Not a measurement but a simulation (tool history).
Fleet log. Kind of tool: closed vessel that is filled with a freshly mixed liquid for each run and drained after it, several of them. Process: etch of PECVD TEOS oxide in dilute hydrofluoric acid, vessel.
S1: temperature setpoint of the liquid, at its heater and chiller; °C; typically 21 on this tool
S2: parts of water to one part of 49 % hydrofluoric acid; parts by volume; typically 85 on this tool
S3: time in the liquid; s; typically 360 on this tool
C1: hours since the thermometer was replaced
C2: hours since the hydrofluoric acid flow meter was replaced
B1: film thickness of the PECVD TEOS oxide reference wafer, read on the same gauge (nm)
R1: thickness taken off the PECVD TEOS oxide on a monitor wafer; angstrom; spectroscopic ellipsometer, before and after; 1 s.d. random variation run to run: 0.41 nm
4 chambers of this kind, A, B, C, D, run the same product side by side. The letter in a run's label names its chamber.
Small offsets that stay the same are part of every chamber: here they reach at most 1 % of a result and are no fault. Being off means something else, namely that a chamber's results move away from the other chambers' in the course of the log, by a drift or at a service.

At day 0.371: chamber A: hydrofluoric acid flow meter replaced.
Run 1C, day 0.475: usual settings; C1 114.6; C2 528.2; B1 69.992. Result: R1 516.33 angstrom.
Run 2D, day 0.908: usual settings; C1 130; C2 496.4; B1 70.017. Result: R1 516.9 angstrom.
Run 3A, day 1.488: usual settings; C1 172.3; C2 26.8; B1 70.029. Result: R1 523.06 angstrom.
Run 4B, day 2.071: usual settings; C1 125.7; C2 1016.8; B1 69.982. Result: R1 518.42 angstrom.
Run 5D, day 2.533: usual settings; C1 169; C2 535.4; B1 70.008. Result: R1 522.7 angstrom.
Run 6C, day 2.908: usual settings; C1 173; C2 586.6; B1 69.997. Result: R1 523.77 angstrom.
Run 7A, day 3.529: usual settings but S3 555 s; C1 221.3; C2 75.8; B1 70.01. Result: R1 801.7 angstrom.
Run 8B, day 4.058: usual settings but S3 555 s; C1 173.4; C2 1064.5; B1 69.98. Result: R1 803.32 angstrom.
Run 9C, day 4.662: usual settings but S3 555 s; C1 215.1; C2 628.7; B1 69.992. Result: R1 796.12 angstrom.
Run 10D, day 5.096: usual settings but S3 555 s; C1 230.5; C2 596.9; B1 70.009. Result: R1 804.91 angstrom.
Run 11A, day 5.712: usual settings; C1 273.7; C2 128.2; B1 70.002. Result: R1 521.66 angstrom.
Run 12B, day 6.221: usual settings; C1 225.3; C2 1116.4; B1 69.992. Result: R1 518.32 angstrom.
Run 13D, day 6.496: usual settings; C1 264.1; C2 630.5; B1 69.987. Result: R1 519.65 angstrom.
Run 14A, day 7.117: usual settings; C1 307.4; C2 161.9; B1 70.01. Result: R1 523.17 angstrom.
Run 15C, day 7.446: usual settings; C1 281.9; C2 695.5; B1 69.995. Result: R1 521.95 angstrom.
Run 16B, day 7.825: usual settings but S1 17 °C; C1 263.8; C2 1154.9; B1 69.981. Result: R1 438.35 angstrom.
Run 17A, day 8.383: usual settings but S1 17 °C; C1 337.8; C2 192.3; B1 70.021. Result: R1 435.36 angstrom.
Run 18D, day 8.862: usual settings but S1 17 °C; C1 320.9; C2 687.3; B1 69.989. Result: R1 443.99 angstrom.
Run 19C, day 9.429: usual settings but S1 17 °C; C1 329.5; C2 743.1; B1 69.983. Result: R1 439.56 angstrom.
Run 20B, day 9.812: usual settings; C1 311.5; C2 1202.6; B1 69.996. Result: R1 505.99 angstrom.
Run 21D, day 10.304: usual settings; C1 355.5; C2 721.9; B1 70.016. Result: R1 521.52 angstrom.
At day 10.462: chamber C: hydrofluoric acid flow meter replaced.
Run 22A, day 10.879: usual settings; C1 397.7; C2 252.2; B1 69.988. Result: R1 514.1 angstrom.
Run 23B, day 11.392: usual settings; C1 349.4; C2 1240.5; B1 70.005. Result: R1 503.01 angstrom.
Run 24C, day 11.946: usual settings; C1 389.9; C2 35.7; B1 69.997. Result: R1 520.08 angstrom.
Run 25A, day 12.483: usual settings; C1 436.2; C2 290.7; B1 70.003. Result: R1 509.26 angstrom.
Run 26C, day 12.933: usual settings but S1 19.5 °C, S3 240 s; C1 413.6; C2 59.4; B1 70.033. Result: R1 326.36 angstrom.
Run 27B, day 13.308: usual settings but S1 19.5 °C, S3 240 s; C1 395.4; C2 1286.5; B1 69.989. Result: R1 303.79 angstrom.
Run 28D, day 13.854: usual settings but S1 19.5 °C, S3 240 s; C1 440.7; C2 807.1; B1 69.973. Result: R1 327.37 angstrom.
Run 29D, day 14.25: usual settings but S1 19.5 °C, S3 240 s; C1 450.2; C2 816.6; B1 70.017. Result: R1 327.45 angstrom.
Run 30A, day 14.817: usual settings; C1 492.2; C2 346.7; B1 70.031. Result: R1 525.56 angstrom.
Run 31C, day 15.129: usual settings; C1 466.3; C2 112.1; B1 70.026. Result: R1 517.22 angstrom.
Run 32B, day 15.533: usual settings; C1 448.8; C2 1339.9; B1 70.017. Result: R1 478.04 angstrom.
Run 33B, day 16.058: usual settings but S1 23.5 °C; C1 461.4; C2 1352.5; B1 70. Result: R1 531.21 angstrom.
Run 34D, day 16.475: usual settings but S1 23.5 °C; C1 503.6; C2 870; B1 70.026. Result: R1 575.14 angstrom.
Run 35A, day 17: usual settings but S1 23.5 °C; C1 544.6; C2 399.1; B1 70. Result: R1 578.67 angstrom.
Run 36C, day 17.271: usual settings but S1 23.5 °C; C1 517.7; C2 163.5; B1 70.008. Result: R1 576.54 angstrom.
Run 37C, day 17.688: usual settings; C1 527.7; C2 173.5; B1 70.005. Result: R1 516.47 angstrom.

The same settings go to every chamber for the next run, one line per chamber below. Forecast the results for each:
Run 38A, day 18.133: usual settings. Result: R1 ?.
Run 38B, day 18.133: usual settings. Result: R1 ?.
Run 38C, day 18.133: usual settings. Result: R1 ?.
Run 38D, day 18.133: usual settings. Result: R1 ?.

run      R1
38A  517.76
38B  473.94
38C  523.11
38D  531.49
